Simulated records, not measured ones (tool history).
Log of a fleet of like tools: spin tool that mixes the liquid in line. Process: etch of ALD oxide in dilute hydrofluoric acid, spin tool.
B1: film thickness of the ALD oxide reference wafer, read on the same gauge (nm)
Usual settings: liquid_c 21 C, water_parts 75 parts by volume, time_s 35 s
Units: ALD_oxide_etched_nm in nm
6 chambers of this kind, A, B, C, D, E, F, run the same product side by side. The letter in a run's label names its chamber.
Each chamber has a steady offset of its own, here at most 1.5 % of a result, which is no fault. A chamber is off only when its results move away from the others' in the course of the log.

run 1F day=0.167 | liquid_c=21 water_parts=75 time_s=35 | B1=69.999 | ALD_oxide_etched_nm=7.1097
run 2C day=0.308 | liquid_c=21 water_parts=75 time_s=35 | B1=69.999 | ALD_oxide_etched_nm=6.9839
run 3A day=0.404 | liquid_c=21 water_parts=75 time_s=35 | B1=69.990 | ALD_oxide_etched_nm=7.1019
run 4B day=0.500 | liquid_c=21 water_parts=75 time_s=35 | B1=70.013 | ALD_oxide_etched_nm=7.1101
run 5E day=0.650 | liquid_c=21 water_parts=75 time_s=35 | B1=69.987 | ALD_oxide_etched_nm=7.0367
run 6D day=0.775 | liquid_c=21 water_parts=75 time_s=35 | B1=69.988 | ALD_oxide_etched_nm=7.0205
run 7E day=0.896 | liquid_c=21 water_parts=75 time_s=35 | B1=69.991 | ALD_oxide_etched_nm=7.0039
run 8F day=0.975 | liquid_c=21 water_parts=75 time_s=35 | B1=70.002 | ALD_oxide_etched_nm=7.0787
run 9D day=1.112 | liquid_c=21 water_parts=75 time_s=35 | B1=70.001 | ALD_oxide_etched_nm=7.0498
run 10A day=1.262 | liquid_c=21 water_parts=75 time_s=35 | B1=70.001 | ALD_oxide_etched_nm=7.0975
run 11B day=1.396 | liquid_c=21 water_parts=95 time_s=35 | B1=69.988 | ALD_oxide_etched_nm=5.4837
run 12C day=1.542 | liquid_c=21 water_parts=95 time_s=35 | B1=70.005 | ALD_oxide_etched_nm=5.4277
run 13E day=1.729 | liquid_c=21 water_parts=95 time_s=35 | B1=70.009 | ALD_oxide_etched_nm=5.4576
run 14B day=1.850 | liquid_c=21 water_parts=95 time_s=35 | B1=69.987 | ALD_oxide_etched_nm=5.4820
run 15A day=2.012 | liquid_c=21 water_parts=95 time_s=35 | B1=69.994 | ALD_oxide_etched_nm=5.4970
run 16F day=2.117 | liquid_c=21 water_parts=95 time_s=35 | B1=70.000 | ALD_oxide_etched_nm=5.4687
run 17C day=2.262 | liquid_c=21 water_parts=75 time_s=35 | B1=70.008 | ALD_oxide_etched_nm=7.0416
run 18D day=2.429 | liquid_c=21 water_parts=75 time_s=35 | B1=70.003 | ALD_oxide_etched_nm=7.0703
run 19D day=2.550 | liquid_c=21 water_parts=75 time_s=35 | B1=69.990 | ALD_oxide_etched_nm=7.0633
-- day=2.596 chamber A: hydrofluoric acid flow meter replaced
run 20F day=2.700 | liquid_c=21 water_parts=75 time_s=35 | B1=69.996 | ALD_oxide_etched_nm=7.1212
run 21B day=2.817 | liquid_c=21 water_parts=75 time_s=35 | B1=70.015 | ALD_oxide_etched_nm=7.1141
run 22C day=2.967 | liquid_c=21 water_parts=75 time_s=35 | B1=70.005 | ALD_oxide_etched_nm=7.0178
run 23A day=3.083 | liquid_c=21 water_parts=75 time_s=35 | B1=69.990 | ALD_oxide_etched_nm=7.0671
run 24E day=3.221 | liquid_c=21 water_parts=75 time_s=35 | B1=69.991 | ALD_oxide_etched_nm=7.0252
run 25C day=3.354 | liquid_c=21 water_parts=75 time_s=35 | B1=69.995 | ALD_oxide_etched_nm=7.0069
run 26E day=3.467 | liquid_c=21 water_parts=75 time_s=35 | B1=69.995 | ALD_oxide_etched_nm=6.9904
run 27F day=3.608 | liquid_c=21 water_parts=75 time_s=35 | B1=70.001 | ALD_oxide_etched_nm=7.0880
run 28B day=3.738 | liquid_c=21 water_parts=75 time_s=35 | B1=69.980 | ALD_oxide_etched_nm=7.1133
run 29A day=3.858 | liquid_c=21 water_parts=75 time_s=35 | B1=70.008 | ALD_oxide_etched_nm=7.0404
run 30D day=3.942 | liquid_c=21 water_parts=40 time_s=45 | B1=70.003 | ALD_oxide_etched_nm=17.8320
run 31C day=4.046 | liquid_c=21 water_parts=40 time_s=45 | B1=70.002 | ALD_oxide_etched_nm=17.3860
run 32B day=4.200 | liquid_c=21 water_parts=40 time_s=45 | B1=69.983 | ALD_oxide_etched_nm=18.0430
run 33A day=4.367 | liquid_c=21 water_parts=40 time_s=45 | B1=70.001 | ALD_oxide_etched_nm=17.6290
run 34D day=4.446 | liquid_c=21 water_parts=40 time_s=45 | B1=70.008 | ALD_oxide_etched_nm=17.9330
run 35E day=4.558 | liquid_c=21 water_parts=40 time_s=45 | B1=70.014 | ALD_oxide_etched_nm=17.4540
run 36F day=4.704 | liquid_c=21 water_parts=75 time_s=35 | B1=69.990 | ALD_oxide_etched_nm=7.1111
run 37C day=4.867 | liquid_c=21 water_parts=75 time_s=35 | B1=69.987 | ALD_oxide_etched_nm=7.0244
run 38B day=4.967 | liquid_c=21 water_parts=75 time_s=35 | B1=69.993 | ALD_oxide_etched_nm=7.1000
run 39A day=5.075 | liquid_c=21 water_parts=105 time_s=35 | B1=69.981 | ALD_oxide_etched_nm=4.9048
run 40D day=5.250 | liquid_c=21 water_parts=105 time_s=35 | B1=70.013 | ALD_oxide_etched_nm=4.8404
run 41F day=5.329 | liquid_c=21 water_parts=105 time_s=35 | B1=70.020 | ALD_oxide_etched_nm=4.8690
run 42E day=5.517 | liquid_c=21 water_parts=105 time_s=35 | B1=70.004 | ALD_oxide_etched_nm=4.8550
run 43A day=5.688 | liquid_c=21 water_parts=105 time_s=35 | B1=70.007 | ALD_oxide_etched_nm=4.8850
run 44B day=5.842 | liquid_c=21 water_parts=105 time_s=35 | B1=70.018 | ALD_oxide_etched_nm=4.8730

What goes on in this fleet: one chamber off, a drifting gauge, or nothing beyond the chambers' own small offsets? Name the chamber and the cause, if any.

No chamber stands off beyond its own small offset, and the gauge holds steady.
